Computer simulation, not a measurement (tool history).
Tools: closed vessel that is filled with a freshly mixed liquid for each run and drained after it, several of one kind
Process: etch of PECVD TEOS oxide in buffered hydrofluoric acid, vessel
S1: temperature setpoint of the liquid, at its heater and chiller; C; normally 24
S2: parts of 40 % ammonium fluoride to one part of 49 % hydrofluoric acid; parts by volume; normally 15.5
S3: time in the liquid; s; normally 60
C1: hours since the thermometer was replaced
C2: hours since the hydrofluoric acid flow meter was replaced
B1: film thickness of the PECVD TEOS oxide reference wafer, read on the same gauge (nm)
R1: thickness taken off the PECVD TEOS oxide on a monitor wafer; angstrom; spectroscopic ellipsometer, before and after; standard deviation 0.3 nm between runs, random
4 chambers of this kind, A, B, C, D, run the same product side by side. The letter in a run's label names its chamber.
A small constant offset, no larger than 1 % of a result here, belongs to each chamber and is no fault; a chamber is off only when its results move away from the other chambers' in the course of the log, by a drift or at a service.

run,day,S1,S2,S3,C1,C2,B1,R1
1A,0.125,24,15.5,60,1460.9,36.1,140.03,501.07
2C,0.262,24,15.5,60,238.2,113.8,139.99,507.24
3D,0.442,24,15.5,60,767.1,849.4,139.98,499.94
4B,0.654,24,15.5,60,405.1,498.2,139.99,495.42
5B,0.862,24,15.5,60,410.1,503.2,139.99,502.34
6C,1.05,24,15.5,60,257.1,132.7,140.03,508.51
7A,1.25,24,15.5,60,1487.9,63.1,139.99,498.65
8D,1.404,24,15.5,60,790.2,872.5,139.99,496.23
9A,1.533,24,15.5,60,1494.7,69.9,140.02,500.47
10B,1.662,24,15.5,60,429.3,522.4,139.99,499.72
11D,1.888,24,15.5,60,801.8,884.1,140.01,502.36
12C,2.092,24,15.5,60,282.1,157.7,140.03,502.48
13D,2.25,24,15.5,60,810.5,892.8,140.02,494.93
14B,2.371,24,15.5,60,446.3,539.4,140.03,497.21
15C,2.579,24,15.5,60,293.8,169.4,139.99,502.02
16A,2.762,24,15.5,60,1524.2,99.4,140.01,494.93
17A,3.008,24,15.5,60,1530.1,105.3,139.97,496.15
18C,3.242,24,15.5,60,309.7,185.3,140.01,504.87
19D,3.379,24,15.5,60,837.6,919.9,139.95,500.88
20B,3.508,24,15.5,60,473.6,566.7,139.99,500.48
21D,3.712,24,15.5,60,845.6,927.9,140.04,498.64
22A,3.896,24,15.5,60,1551.4,126.6,139.96,498.7
23C,4.125,24,15.5,60,330.9,206.5,140,503.43
24B,4.246,27,12,60,491.3,584.4,140,746.45
25D,4.396,27,12,60,862,944.3,140.01,769.69
26C,4.621,27,12,60,342.8,218.4,140.02,759.67
27B,4.733,27,12,60,503,596.1,140.03,759.07
28A,4.888,24,15.5,60,1575.2,150.4,139.97,503.22
29C,5.008,27.5,15.5,70,352.1,227.7,139.99,709.79
30D,5.158,27.5,15.5,70,880.3,962.6,140.01,703.76
31A,5.358,27.5,15.5,70,1586.5,161.7,140.01,700.38
32B,5.583,27.5,15.5,70,523.4,616.5,139.99,701.9
33A,5.704,24,15.5,60,1594.8,170,140.02,499.05
34D,5.825,24,15.5,60,896.3,978.6,140.03,497.32
35B,6.012,26,11,60,533.7,626.8,139.98,769.08
36C,6.212,26,11,60,381,256.6,139.99,785.74
37C,6.375,26,11,60,384.9,260.5,140.02,792.58
38D,6.538,26,11,60,913.4,995.7,140.04,786.61
39A,6.725,24,15.5,60,1619.3,194.5,140.01,496.19
40B,6.908,28.5,19,60,555.2,648.3,140,522.67
41C,7.046,28.5,19,60,401,276.6,140.01,527.63
42A,7.171,28.5,19,60,1630,205.2,140.03,522.71
43D,7.275,28.5,19,60,931.1,1013.4,139.99,522.67
44B,7.471,24,15.5,60,568.7,661.8,140.02,498.03

Next, every chamber runs the same settings. What will each give?
45A,7.65,24,15.5,45,,,,?
45B,7.65,24,15.5,45,,,,?
45C,7.65,24,15.5,45,,,,?
45D,7.65,24,15.5,45,,,,?

run,R1
45A,376.71
45B,376.86
45C,375.29
45D,374.64
